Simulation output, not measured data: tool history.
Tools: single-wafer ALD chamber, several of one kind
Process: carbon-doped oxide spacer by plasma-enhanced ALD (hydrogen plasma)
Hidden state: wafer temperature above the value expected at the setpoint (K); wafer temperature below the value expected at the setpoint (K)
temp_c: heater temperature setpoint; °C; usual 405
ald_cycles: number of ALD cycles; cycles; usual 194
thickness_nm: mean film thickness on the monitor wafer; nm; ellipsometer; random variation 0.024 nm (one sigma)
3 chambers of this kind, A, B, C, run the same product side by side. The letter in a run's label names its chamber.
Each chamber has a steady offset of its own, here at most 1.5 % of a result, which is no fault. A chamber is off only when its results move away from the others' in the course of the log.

| run | hour | temp_c | ald_cycles | hours since the last thermocouple change | read-back reference wafer on the same gauge, thickness_nm | thickness_nm |
|---|---|---|---|---|---|---|
| 1C | 8.4 | 405 | 194 | 487.8 | 10.947 | 9.6179 |
| 2B | 21.0 | 405 | 194 | 2717.3 | 10.941 | 9.4004 |
| 3A | 32.4 | 405 | 194 | 1160.3 | 10.937 | 9.4688 |
| 4A | 43.0 | 405 | 194 | 1170.9 | 10.940 | 9.4699 |
| 5B | 51.9 | 405 | 194 | 2748.2 | 10.940 | 9.4039 |
|  | 58.4 | chamber B: thermocouple changed; heater temperature recalibrated |
| 6C | 60.0 | 405 | 194 | 539.4 | 10.949 | 9.6012 |
| 7A | 67.9 | 405 | 194 | 1195.8 | 10.938 | 9.4958 |
| 8C | 74.3 | 405 | 194 | 553.7 | 10.942 | 9.5947 |
| 9B | 87.7 | 405 | 194 | 29.4 | 10.934 | 9.4238 |
| 10B | 100.9 | 405 | 194 | 42.6 | 10.943 | 9.3654 |
| 11C | 109.3 | 405 | 194 | 588.7 | 10.941 | 9.6434 |
| 12A | 121.2 | 405 | 194 | 1249.1 | 10.936 | 9.4976 |
| 13C | 134.3 | 405 | 194 | 613.7 | 10.938 | 9.6113 |
| 14A | 143.3 | 405 | 194 | 1271.2 | 10.940 | 9.4993 |
| 15B | 149.6 | 405 | 194 | 91.3 | 10.936 | 9.4351 |
| 16C | 158.5 | 405 | 194 | 637.9 | 10.935 | 9.6448 |
| 17B | 167.1 | 405 | 194 | 108.8 | 10.943 | 9.3979 |
| 18A | 173.2 | 405 | 194 | 1301.1 | 10.943 | 9.4882 |
| 19A | 180.6 | 405 | 194 | 1308.5 | 10.944 | 9.4967 |
| 20B | 192.9 | 405 | 194 | 134.6 | 10.942 | 9.4444 |
| 21C | 204.1 | 405 | 194 | 683.5 | 10.940 | 9.6144 |
| 22C | 212.1 | 405 | 194 | 691.5 | 10.942 | 9.6100 |
| 23B | 223.7 | 405 | 194 | 165.4 | 10.932 | 9.4398 |
| 24A | 231.8 | 405 | 194 | 1359.7 | 10.936 | 9.5036 |
| 25B | 239.5 | 405 | 231 | 181.2 | 10.939 | 11.2210 |

Is one chamber off against the others, does the gauge drift, or is nothing wrong? If a chamber is off, say which, and what the likeliest cause is.

No chamber stands off beyond its own small offset, and the gauge holds steady.

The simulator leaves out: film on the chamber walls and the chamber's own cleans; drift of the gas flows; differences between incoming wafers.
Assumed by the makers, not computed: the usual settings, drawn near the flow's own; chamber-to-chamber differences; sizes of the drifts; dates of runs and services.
